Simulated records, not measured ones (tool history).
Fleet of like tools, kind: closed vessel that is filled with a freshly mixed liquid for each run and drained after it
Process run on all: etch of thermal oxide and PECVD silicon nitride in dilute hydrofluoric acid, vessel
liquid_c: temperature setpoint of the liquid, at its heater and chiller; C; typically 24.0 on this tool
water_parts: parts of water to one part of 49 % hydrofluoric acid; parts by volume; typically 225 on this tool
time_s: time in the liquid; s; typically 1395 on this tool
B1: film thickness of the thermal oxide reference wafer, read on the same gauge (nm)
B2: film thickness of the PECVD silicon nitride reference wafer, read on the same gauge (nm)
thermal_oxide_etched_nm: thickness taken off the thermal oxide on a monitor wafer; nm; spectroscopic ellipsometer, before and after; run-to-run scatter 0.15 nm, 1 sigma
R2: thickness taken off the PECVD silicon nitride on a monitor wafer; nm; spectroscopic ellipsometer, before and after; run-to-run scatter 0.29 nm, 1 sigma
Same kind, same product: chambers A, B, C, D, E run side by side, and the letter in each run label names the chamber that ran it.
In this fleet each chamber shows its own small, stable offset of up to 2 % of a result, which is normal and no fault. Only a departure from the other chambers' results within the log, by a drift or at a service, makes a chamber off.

run 1A hour=5.4 | liquid_c=24.0 water_parts=225 time_s=1395 | B1=120.00 B2=109.99 | thermal_oxide_etched_nm=24.779 R2=32.741
run 2D hour=12.1 | liquid_c=24.0 water_parts=225 time_s=1395 | B1=120.03 B2=109.98 | thermal_oxide_etched_nm=24.852 R2=32.697
run 3B hour=18.3 | liquid_c=24.0 water_parts=225 time_s=1395 | B1=120.00 B2=109.99 | thermal_oxide_etched_nm=24.886 R2=32.610
run 4C hour=25.9 | liquid_c=24.0 water_parts=225 time_s=1395 | B1=120.00 B2=110.00 | thermal_oxide_etched_nm=24.978 R2=31.997
run 5E hour=37.5 | liquid_c=24.0 water_parts=225 time_s=1395 | B1=119.98 B2=109.98 | thermal_oxide_etched_nm=24.987 R2=33.065
run 6E hour=45.6 | liquid_c=24.0 water_parts=225 time_s=1395 | B1=120.01 B2=109.98 | thermal_oxide_etched_nm=25.207 R2=32.315
run 7B hour=54.0 | liquid_c=24.0 water_parts=225 time_s=1395 | B1=120.01 B2=110.01 | thermal_oxide_etched_nm=24.966 R2=31.995
run 8C hour=65.0 | liquid_c=24.0 water_parts=225 time_s=1395 | B1=120.01 B2=109.99 | thermal_oxide_etched_nm=24.670 R2=32.155
run 9D hour=73.4 | liquid_c=24.0 water_parts=225 time_s=1395 | B1=120.00 B2=110.00 | thermal_oxide_etched_nm=24.754 R2=31.939
run 10A hour=82.0 | liquid_c=24.0 water_parts=225 time_s=1395 | B1=120.00 B2=109.99 | thermal_oxide_etched_nm=24.873 R2=32.226
run 11A hour=93.8 | liquid_c=24.0 water_parts=225 time_s=1395 | B1=120.02 B2=110.01 | thermal_oxide_etched_nm=25.124 R2=32.207
run 12C hour=101.7 | liquid_c=24.0 water_parts=225 time_s=1395 | B1=120.02 B2=110.01 | thermal_oxide_etched_nm=25.052 R2=32.489
run 13E hour=110.9 | liquid_c=24.0 water_parts=225 time_s=1715 | B1=120.00 B2=109.99 | thermal_oxide_etched_nm=30.792 R2=39.748
run 14D hour=117.9 | liquid_c=24.0 water_parts=225 time_s=1715 | B1=120.00 B2=109.99 | thermal_oxide_etched_nm=30.088 R2=38.813
run 15B hour=124.7 | liquid_c=24.0 water_parts=225 time_s=1715 | B1=119.99 B2=110.00 | thermal_oxide_etched_nm=30.728 R2=39.307
run 16D hour=133.9 | liquid_c=24.0 water_parts=225 time_s=1715 | B1=119.99 B2=110.01 | thermal_oxide_etched_nm=29.744 R2=38.885
run 17A hour=144.2 | liquid_c=24.0 water_parts=225 time_s=1715 | B1=119.98 B2=109.99 | thermal_oxide_etched_nm=30.707 R2=39.954
run 18B hour=154.6 | liquid_c=24.0 water_parts=225 time_s=1395 | B1=119.99 B2=110.01 | thermal_oxide_etched_nm=25.060 R2=31.998
run 19C hour=159.9 | liquid_c=24.0 water_parts=225 time_s=1395 | B1=120.01 B2=110.01 | thermal_oxide_etched_nm=25.061 R2=32.069
run 20E hour=170.0 | liquid_c=24.0 water_parts=165 time_s=1395 | B1=120.00 B2=109.99 | thermal_oxide_etched_nm=36.295 R2=44.034
run 21A hour=179.1 | liquid_c=24.0 water_parts=165 time_s=1395 | B1=120.00 B2=110.03 | thermal_oxide_etched_nm=36.166 R2=42.973
run 22C hour=185.2 | liquid_c=24.0 water_parts=165 time_s=1395 | B1=119.99 B2=110.01 | thermal_oxide_etched_nm=36.212 R2=42.922
run 23D hour=192.2 | liquid_c=24.0 water_parts=165 time_s=1395 | B1=120.02 B2=109.99 | thermal_oxide_etched_nm=34.842 R2=41.634
run 24B hour=202.5 | liquid_c=24.0 water_parts=165 time_s=1395 | B1=120.03 B2=110.00 | thermal_oxide_etched_nm=35.970 R2=43.431
run 25E hour=209.8 | liquid_c=24.0 water_parts=325 time_s=1395 | B1=120.01 B2=110.02 | thermal_oxide_etched_nm=15.857 R2=22.629
run 26B hour=215.2 | liquid_c=24.0 water_parts=325 time_s=1395 | B1=120.00 B2=110.00 | thermal_oxide_etched_nm=15.588 R2=22.169
run 27C hour=224.2 | liquid_c=24.0 water_parts=325 time_s=1395 | B1=120.04 B2=110.00 | thermal_oxide_etched_nm=15.654 R2=22.217
run 28E hour=233.4 | liquid_c=24.0 water_parts=325 time_s=1395 | B1=119.99 B2=110.01 | thermal_oxide_etched_nm=15.697 R2=22.748
run 29D hour=242.0 | liquid_c=24.0 water_parts=325 time_s=1395 | B1=119.99 B2=109.96 | thermal_oxide_etched_nm=14.930 R2=20.848
-- hour=247.7 chamber A: hydrofluoric acid flow meter replaced
run 30A hour=250.4 | liquid_c=24.0 water_parts=225 time_s=1395 | B1=120.01 B2=110.01 | thermal_oxide_etched_nm=25.042 R2=32.913
run 31D hour=258.5 | liquid_c=24.0 water_parts=225 time_s=1395 | B1=120.01 B2=110.02 | thermal_oxide_etched_nm=23.624 R2=29.722
run 32A hour=263.8 | liquid_c=19.5 water_parts=285 time_s=1395 | B1=119.99 B2=109.99 | thermal_oxide_etched_nm=15.854 R2=19.461

Next, every chamber runs the same settings. What will each give?
run 33A hour=272.6 | liquid_c=24.0 water_parts=260 time_s=1395 | thermal_oxide_etched_nm=? R2=?
run 33B hour=272.6 | liquid_c=24.0 water_parts=260 time_s=1395 | thermal_oxide_etched_nm=? R2=?
run 33C hour=272.6 | liquid_c=24.0 water_parts=260 time_s=1395 | thermal_oxide_etched_nm=? R2=?
run 33D hour=272.6 | liquid_c=24.0 water_parts=260 time_s=1395 | thermal_oxide_etched_nm=? R2=?
run 33E hour=272.6 | liquid_c=24.0 water_parts=260 time_s=1395 | thermal_oxide_etched_nm=? R2=?

run=33A thermal_oxide_etched_nm=20.849 R2=28.037
run=33B thermal_oxide_etched_nm=20.887 R2=27.690
run=33C thermal_oxide_etched_nm=20.944 R2=27.625
run=33D thermal_oxide_etched_nm=19.644 R2=25.263
run=33E thermal_oxide_etched_nm=21.160 R2=28.127

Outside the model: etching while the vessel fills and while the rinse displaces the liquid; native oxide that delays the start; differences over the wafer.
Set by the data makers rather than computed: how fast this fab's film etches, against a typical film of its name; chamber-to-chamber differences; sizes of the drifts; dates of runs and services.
